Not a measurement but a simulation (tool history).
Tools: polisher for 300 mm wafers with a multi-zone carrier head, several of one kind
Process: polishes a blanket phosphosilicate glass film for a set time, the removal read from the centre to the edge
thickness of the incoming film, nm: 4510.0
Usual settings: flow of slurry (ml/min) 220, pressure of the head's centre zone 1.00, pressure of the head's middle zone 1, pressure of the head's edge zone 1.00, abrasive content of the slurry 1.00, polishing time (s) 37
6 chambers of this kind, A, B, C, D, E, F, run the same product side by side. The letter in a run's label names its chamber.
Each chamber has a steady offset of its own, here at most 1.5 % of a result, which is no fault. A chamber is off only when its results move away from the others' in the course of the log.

| run | hour | flow of slurry (ml/min) | pressure of the head's centre zone | pressure of the head's middle zone | pressure of the head's edge zone | abrasive content of the slurry | polishing time (s) | wafers polished on this pad | hours since the slurry nozzle was cleaned | hours since the centre zone pressure was calibrated | hours since the edge zone pressure was calibrated | film removed at the wafer's centre (nm) | film removed at mid-radius (nm) | film removed at the wafer's edge (nm) |
|---|---|---|---|---|---|---|---|---|---|---|---|---|---|---|
| 1D | 3.9 | 220 | 1.00 | 1 | 1.00 | 1.00 | 37 | 1022 | 391.3 | 717.1 | 293.6 | 151.78 | 155.03 | 155.25 |
|  | 6.4 | chamber C: worn pad replaced by a new one |
| 2F | 11.6 | 220 | 1.00 | 1 | 1.00 | 1.00 | 37 | 435 | 64.0 | 425.1 | 178.0 | 153.82 | 154.29 | 151.29 |
| 3C | 19.0 | 220 | 1.00 | 1 | 1.00 | 1.00 | 37 | 181 | 157.7 | 336.9 | 815.4 | 152.93 | 156.47 | 156.18 |
| 4B | 22.5 | 220 | 1.00 | 1 | 1.00 | 1.00 | 37 | 716 | 562.2 | 160.7 | 489.8 | 154.23 | 151.66 | 152.79 |
|  | 22.8 | chamber D: worn pad replaced by a new one |
| 5A | 27.5 | 220 | 1.00 | 1 | 1.00 | 1.00 | 37 | 519 | 359.8 | 299.1 | 718.9 | 149.46 | 150.69 | 151.53 |
|  | 27.9 | chamber B: worn pad replaced by a new one |
| 6E | 31.2 | 220 | 1.00 | 1 | 1.00 | 1.00 | 37 | 1102 | 153.0 | 237.4 | 40.9 | 154.95 | 154.08 | 152.07 |
|  | 36.6 | chamber E: worn pad replaced by a new one |
| 7F | 38.5 | 285 | 1.07 | 1 | 1.00 | 1.00 | 37 | 822 | 90.9 | 452.0 | 204.9 | 172.30 | 161.23 | 157.74 |
| 8A | 46.5 | 285 | 1.07 | 1 | 1.00 | 1.00 | 37 | 792 | 378.8 | 318.1 | 737.9 | 168.08 | 157.02 | 155.08 |
| 9E | 53.9 | 285 | 1.07 | 1 | 1.00 | 1.00 | 37 | 249 | 175.7 | 260.1 | 63.6 | 168.60 | 162.34 | 157.48 |
|  | 56.3 | chamber C: worn pad replaced by a new one |
| 10B | 57.6 | 285 | 1.07 | 1 | 1.00 | 1.00 | 37 | 428 | 597.3 | 195.8 | 524.9 | 172.88 | 152.86 | 155.04 |
| 11D | 64.5 | 285 | 1.07 | 1 | 1.00 | 1.00 | 37 | 601 | 451.9 | 777.7 | 354.2 | 166.03 | 154.76 | 156.01 |
|  | 67.0 | chamber C: edge zone pressure recalibrated |
|  | 67.5 | chamber F: worn pad replaced by a new one |
| 12C | 69.7 | 285 | 1.07 | 1 | 1.00 | 1.00 | 37 | 193 | 208.4 | 387.6 | 2.7 | 173.42 | 158.61 | 158.73 |
| 13F | 76.7 | 220 | 1.00 | 1 | 1.00 | 1.00 | 37 | 133 | 129.1 | 490.2 | 243.1 | 155.43 | 151.29 | 153.88 |
| 14D | 80.3 | 220 | 0.92 | 1 | 1.00 | 1.00 | 37 | 829 | 467.7 | 793.5 | 370.0 | 139.11 | 158.15 | 155.40 |
| 15C | 84.0 | 220 | 0.92 | 1 | 1.00 | 1.00 | 37 | 399 | 222.7 | 401.9 | 17.0 | 140.44 | 155.91 | 156.47 |
| 16E | 90.7 | 220 | 0.92 | 1 | 1.00 | 1.00 | 37 | 778 | 212.5 | 296.9 | 100.4 | 139.09 | 152.64 | 152.51 |
|  | 94.8 | chamber B: worn pad replaced by a new one |
| 17A | 97.3 | 220 | 0.92 | 1 | 1.00 | 1.00 | 37 | 1523 | 429.6 | 368.9 | 788.7 | 139.96 | 153.15 | 153.12 |
|  | 98.9 | chamber A: worn pad replaced by a new one |
| 18B | 104.2 | 220 | 0.92 | 1 | 1.00 | 1.00 | 37 | 135 | 643.9 | 242.4 | 571.5 | 142.18 | 155.73 | 155.12 |
|  | 106.9 | chamber C: worn pad replaced by a new one |
| 19C | 110.6 | 220 | 0.92 | 1 | 1.00 | 1.00 | 37 | 54 | 249.3 | 428.5 | 43.6 | 142.06 | 154.54 | 155.41 |
| 20A | 117.7 | 220 | 1.00 | 1 | 1.00 | 1.00 | 37 | 271 | 450.0 | 389.3 | 809.1 | 154.78 | 155.50 | 153.50 |
| 21D | 125.3 | 220 | 1.00 | 1 | 1.00 | 1.00 | 37 | 1476 | 512.7 | 838.5 | 415.0 | 146.64 | 155.06 | 156.33 |
|  | 131.4 | chamber D: worn pad replaced by a new one |
|  | 132.2 | chamber E: worn pad replaced by a new one |
| 22F | 132.4 | 220 | 1.00 | 1 | 1.00 | 1.00 | 37 | 935 | 184.8 | 545.9 | 298.8 | 154.27 | 152.74 | 152.91 |
| 23B | 139.5 | 220 | 1.00 | 1 | 1.00 | 1.00 | 37 | 643 | 679.2 | 277.7 | 606.8 | 152.86 | 154.25 | 150.57 |
|  | 139.8 | chamber F: worn pad replaced by a new one |
| 24E | 145.7 | 220 | 1.00 | 1 | 1.00 | 1.00 | 37 | 194 | 267.5 | 351.9 | 155.4 | 152.42 | 160.19 | 152.85 |
|  | 151.0 | chamber C: worn pad replaced by a new one |
| 25B | 153.6 | 220 | 1.00 | 1 | 1.00 | 1.00 | 37 | 846 | 693.3 | 291.8 | 620.9 | 151.26 | 153.24 | 151.19 |
| 26A | 158.7 | 220 | 1.00 | 1 | 1.00 | 1.00 | 37 | 862 | 491.0 | 430.3 | 850.1 | 155.08 | 153.31 | 151.22 |
|  | 163.3 | chamber B: worn pad replaced by a new one |
| 27E | 165.4 | 220 | 1.00 | 1 | 1.00 | 1.00 | 37 | 478 | 287.2 | 371.6 | 175.1 | 147.86 | 153.90 | 153.79 |
| 28C | 170.8 | 220 | 1.00 | 1 | 1.00 | 1.00 | 37 | 285 | 309.5 | 488.7 | 103.8 | 155.96 | 156.93 | 156.11 |
| 29D | 175.2 | 220 | 1.00 | 1 | 1.00 | 1.00 | 37 | 631 | 562.6 | 888.4 | 464.9 | 150.76 | 153.90 | 154.07 |
| 30F | 181.3 | 220 | 1.00 | 1 | 1.00 | 1.00 | 37 | 597 | 233.7 | 594.8 | 347.7 | 156.78 | 155.86 | 154.57 |
|  | 185.7 | chamber B: edge zone pressure recalibrated |
| 31B | 187.5 | 220 | 1.00 | 1 | 1.00 | 1.00 | 37 | 349 | 727.2 | 325.7 | 1.9 | 155.68 | 157.54 | 152.32 |
| 32A | 191.2 | 220 | 1.00 | 1 | 1.00 | 1.00 | 37 | 1330 | 523.5 | 462.8 | 882.6 | 154.40 | 152.33 | 152.45 |
|  | 193.1 | chamber C: worn pad replaced by a new one |
| 33E | 198.7 | 220 | 1.00 | 1 | 1.00 | 1.00 | 37 | 957 | 320.5 | 404.9 | 208.4 | 145.81 | 155.52 | 154.19 |
|  | 203.8 | chamber E: worn pad replaced by a new one |
| 34C | 204.6 | 220 | 1.00 | 1 | 1.00 | 1.00 | 37 | 166 | 343.3 | 522.5 | 137.6 | 154.02 | 156.02 | 153.81 |
| 35F | 209.3 | 220 | 1.00 | 1 | 0.94 | 0.75 | 37 | 1000 | 261.7 | 622.8 | 375.7 | 133.03 | 132.54 | 128.09 |
| 36D | 216.8 | 220 | 1.00 | 1 | 0.94 | 0.75 | 37 | 1230 | 604.2 | 930.0 | 506.5 | 132.33 | 136.45 | 129.27 |
|  | 217.4 | chamber D: worn pad replaced by a new one |
| 37D | 222.0 | 220 | 1.00 | 1 | 0.94 | 0.75 | 37 | 67 | 609.4 | 935.2 | 511.7 | 132.96 | 132.58 | 129.49 |
|  | 226.1 | chamber F: worn pad replaced by a new one |
| 38E | 227.5 | 220 | 1.00 | 1 | 0.94 | 0.75 | 37 | 342 | 349.3 | 433.7 | 237.2 | 126.95 | 135.79 | 129.41 |
|  | 231.4 | chamber B: worn pad replaced by a new one |
| 39C | 233.1 | 220 | 1.00 | 1 | 0.94 | 0.75 | 37 | 576 | 371.8 | 551.0 | 166.1 | 135.92 | 134.14 | 130.40 |
| 40B | 236.8 | 220 | 1.00 | 1 | 0.94 | 0.75 | 37 | 78 | 776.5 | 375.0 | 51.2 | 136.23 | 135.76 | 130.28 |
| 41F | 240.4 | 245 | 1.00 | 1 | 1.00 | 1.00 | 37 | 206 | 292.8 | 653.9 | 406.8 | 155.64 | 154.93 | 156.33 |

All 6 chambers run these settings next. Forecast each chamber's results:
| 42A | 246.1 | 220 | 1.00 | 1 | 1.00 | 1.00 | 37 |  |  |  |  | ? | ? | ? |
| 42B | 246.1 | 220 | 1.00 | 1 | 1.00 | 1.00 | 37 |  |  |  |  | ? | ? | ? |
| 42C | 246.1 | 220 | 1.00 | 1 | 1.00 | 1.00 | 37 |  |  |  |  | ? | ? | ? |
| 42D | 246.1 | 220 | 1.00 | 1 | 1.00 | 1.00 | 37 |  |  |  |  | ? | ? | ? |
| 42E | 246.1 | 220 | 1.00 | 1 | 1.00 | 1.00 | 37 |  |  |  |  | ? | ? | ? |
| 42F | 246.1 | 220 | 1.00 | 1 | 1.00 | 1.00 | 37 |  |  |  |  | ? | ? | ? |

| run | film removed at the wafer's centre (nm) | film removed at mid-radius (nm) | film removed at the wafer's edge (nm) |
|---|---|---|---|
| 42A | 151.07 | 154.47 | 151.16 |
| 42B | 154.88 | 152.05 | 151.00 |
| 42C | 153.41 | 157.45 | 154.70 |
| 42D | 150.19 | 154.58 | 152.89 |
| 42E | 142.46 | 157.86 | 153.46 |
| 42F | 152.49 | 152.07 | 152.48 |
